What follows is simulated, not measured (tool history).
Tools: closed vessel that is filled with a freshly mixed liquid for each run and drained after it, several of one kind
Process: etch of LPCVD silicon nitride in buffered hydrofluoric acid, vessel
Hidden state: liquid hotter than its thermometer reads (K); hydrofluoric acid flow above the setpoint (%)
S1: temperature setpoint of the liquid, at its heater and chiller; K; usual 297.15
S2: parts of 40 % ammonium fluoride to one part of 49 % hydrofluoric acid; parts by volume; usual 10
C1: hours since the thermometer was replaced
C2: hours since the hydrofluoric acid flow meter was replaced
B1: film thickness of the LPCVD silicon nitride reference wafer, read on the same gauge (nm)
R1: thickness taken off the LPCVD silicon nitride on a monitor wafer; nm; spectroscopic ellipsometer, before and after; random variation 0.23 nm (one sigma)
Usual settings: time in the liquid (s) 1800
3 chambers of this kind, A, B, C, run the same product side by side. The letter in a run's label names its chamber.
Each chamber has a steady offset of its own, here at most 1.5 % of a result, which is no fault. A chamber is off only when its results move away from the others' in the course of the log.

{"run": "1C", "hour": 7.3, "S1": 297.15, "S2": 10, "time in the liquid (s)": 1800, "C1": 1197.5, "C2": 643.4, "B1": 150.04, "R1": 24.961}
{"run": "2A", "hour": 13.1, "S1": 297.15, "S2": 10, "time in the liquid (s)": 1800, "C1": 1743.1, "C2": 493.9, "B1": 150.05, "R1": 25.547}
{"run": "3B", "hour": 20.3, "S1": 297.15, "S2": 10, "time in the liquid (s)": 1800, "C1": 267.1, "C2": 219.4, "B1": 150.04, "R1": 25.748}
{"run": "4A", "hour": 24.7, "S1": 297.15, "S2": 10, "time in the liquid (s)": 1800, "C1": 1754.7, "C2": 505.5, "B1": 150.03, "R1": 25.444}
{"run": "5C", "hour": 30.6, "S1": 297.15, "S2": 10, "time in the liquid (s)": 1800, "C1": 1220.8, "C2": 666.7, "B1": 150.03, "R1": 25.365}
{"run": "6B", "hour": 36.6, "S1": 297.15, "S2": 10, "time in the liquid (s)": 1800, "C1": 283.4, "C2": 235.7, "B1": 149.98, "R1": 25.048}
{"run": "7B", "hour": 45.7, "S1": 297.15, "S2": 10, "time in the liquid (s)": 1800, "C1": 292.5, "C2": 244.8, "B1": 149.97, "R1": 25.593}
{"run": "8C", "hour": 53.6, "S1": 297.15, "S2": 10, "time in the liquid (s)": 1800, "C1": 1243.8, "C2": 689.7, "B1": 149.99, "R1": 25.516}
{"run": "9A", "hour": 62.9, "S1": 293.65, "S2": 10, "time in the liquid (s)": 1800, "C1": 1792.9, "C2": 543.7, "B1": 150.01, "R1": 20.896}
{"run": "10C", "hour": 72.0, "S1": 293.65, "S2": 10, "time in the liquid (s)": 1800, "C1": 1262.2, "C2": 708.1, "B1": 149.99, "R1": 21.233}
{"run": "11A", "hour": 76.3, "S1": 293.65, "S2": 10, "time in the liquid (s)": 1800, "C1": 1806.3, "C2": 557.1, "B1": 149.97, "R1": 21.261}
{"run": "12B", "hour": 82.2, "S1": 297.15, "S2": 10, "time in the liquid (s)": 1800, "C1": 329, "C2": 281.3, "B1": 149.95, "R1": 25.141}
{"run": "13C", "hour": 90.2, "S1": 297.15, "S2": 10, "time in the liquid (s)": 1800, "C1": 1280.4, "C2": 726.3, "B1": 149.97, "R1": 25.475}
{"run": "14B", "hour": 99.7, "S1": 295.15, "S2": 11.5, "time in the liquid (s)": 1800, "C1": 346.5, "C2": 298.8, "B1": 150.01, "R1": 19.599}
{"run": "15A", "hour": 109.0, "S1": 295.15, "S2": 11.5, "time in the liquid (s)": 1800, "C1": 1839, "C2": 589.8, "B1": 149.97, "R1": 20.302}
{"run": "16B", "hour": 118.3, "S1": 295.15, "S2": 11.5, "time in the liquid (s)": 1800, "C1": 365.1, "C2": 317.4, "B1": 150.01, "R1": 19.924}
{"run": "17A", "hour": 124.5, "S1": 297.15, "S2": 10, "time in the liquid (s)": 1800, "C1": 1854.5, "C2": 605.3, "B1": 150.01, "R1": 25.607}
{"run": "18C", "hour": 131.1, "S1": 297.15, "S2": 13, "time in the liquid (s)": 2145, "C1": 1321.3, "C2": 767.2, "B1": 150.05, "R1": 23.781}
{"run": "19A", "hour": 139.1, "S1": 297.15, "S2": 13, "time in the liquid (s)": 2145, "C1": 1869.1, "C2": 619.9, "B1": 149.97, "R1": 23.831}
{"run": "20C", "hour": 148.0, "S1": 297.15, "S2": 13, "time in the liquid (s)": 2145, "C1": 1338.2, "C2": 784.1, "B1": 150.02, "R1": 24.404}
{"run": "21B", "hour": 153.6, "S1": 292.65, "S2": 10, "time in the liquid (s)": 1380, "C1": 400.4, "C2": 352.7, "B1": 149.98, "R1": 15.181}
{"run": "22A", "hour": 161.6, "S1": 292.65, "S2": 10, "time in the liquid (s)": 1380, "C1": 1891.6, "C2": 642.4, "B1": 150.01, "R1": 15.373}
{"run": "23B", "hour": 171.3, "S1": 292.65, "S2": 10, "time in the liquid (s)": 1380, "C1": 418.1, "C2": 370.4, "B1": 150.01, "R1": 15.355}
{"run": "24C", "hour": 178.7, "S1": 297.15, "S2": 10, "time in the liquid (s)": 1800, "C1": 1368.9, "C2": 814.8, "B1": 149.96, "R1": 26.17}
{"run": "25C", "hour": 183.6, "S1": 297.15, "S2": 10, "time in the liquid (s)": 1800, "C1": 1373.8, "C2": 819.7, "B1": 150.05, "R1": 26.308}
{"run": "26A", "hour": 190.6, "S1": 297.15, "S2": 10, "time in the liquid (s)": 1800, "C1": 1920.6, "C2": 671.4, "B1": 150.02, "R1": 25.802}
{"hour": 192.0, "done": "chamber A: thermometer replaced"}
{"run": "27B", "hour": 195.1, "S1": 297.15, "S2": 10, "time in the liquid (s)": 1800, "C1": 441.9, "C2": 394.2, "B1": 149.98, "R1": 25.064}
{"run": "28A", "hour": 203.9, "S1": 297.15, "S2": 10, "time in the liquid (s)": 1800, "C1": 11.9, "C2": 684.7, "B1": 150.04, "R1": 25.248}
{"run": "29B", "hour": 210.3, "S1": 295.15, "S2": 10, "time in the liquid (s)": 2220, "C1": 457.1, "C2": 409.4, "B1": 150.02, "R1": 28.077}
{"run": "30C", "hour": 217.2, "S1": 295.15, "S2": 10, "time in the liquid (s)": 2220, "C1": 1407.4, "C2": 853.3, "B1": 150.01, "R1": 29.06}
{"run": "31C", "hour": 223.3, "S1": 295.15, "S2": 10, "time in the liquid (s)": 2220, "C1": 1413.5, "C2": 859.4, "B1": 150.02, "R1": 29.618}
{"run": "32B", "hour": 230.5, "S1": 297.15, "S2": 10, "time in the liquid (s)": 1800, "C1": 477.3, "C2": 429.6, "B1": 150.02, "R1": 25.447}

Next, every chamber runs the same settings. What will each give?
{"run": "33A", "hour": 237.5, "S1": 297.15, "S2": 10, "time in the liquid (s)": 1800, "R1": "?"}
{"run": "33B", "hour": 237.5, "S1": 297.15, "S2": 10, "time in the liquid (s)": 1800, "R1": "?"}
{"run": "33C", "hour": 237.5, "S1": 297.15, "S2": 10, "time in the liquid (s)": 1800, "R1": "?"}

run=33A R1=25.423
run=33B R1=25.215
run=33C R1=26.712

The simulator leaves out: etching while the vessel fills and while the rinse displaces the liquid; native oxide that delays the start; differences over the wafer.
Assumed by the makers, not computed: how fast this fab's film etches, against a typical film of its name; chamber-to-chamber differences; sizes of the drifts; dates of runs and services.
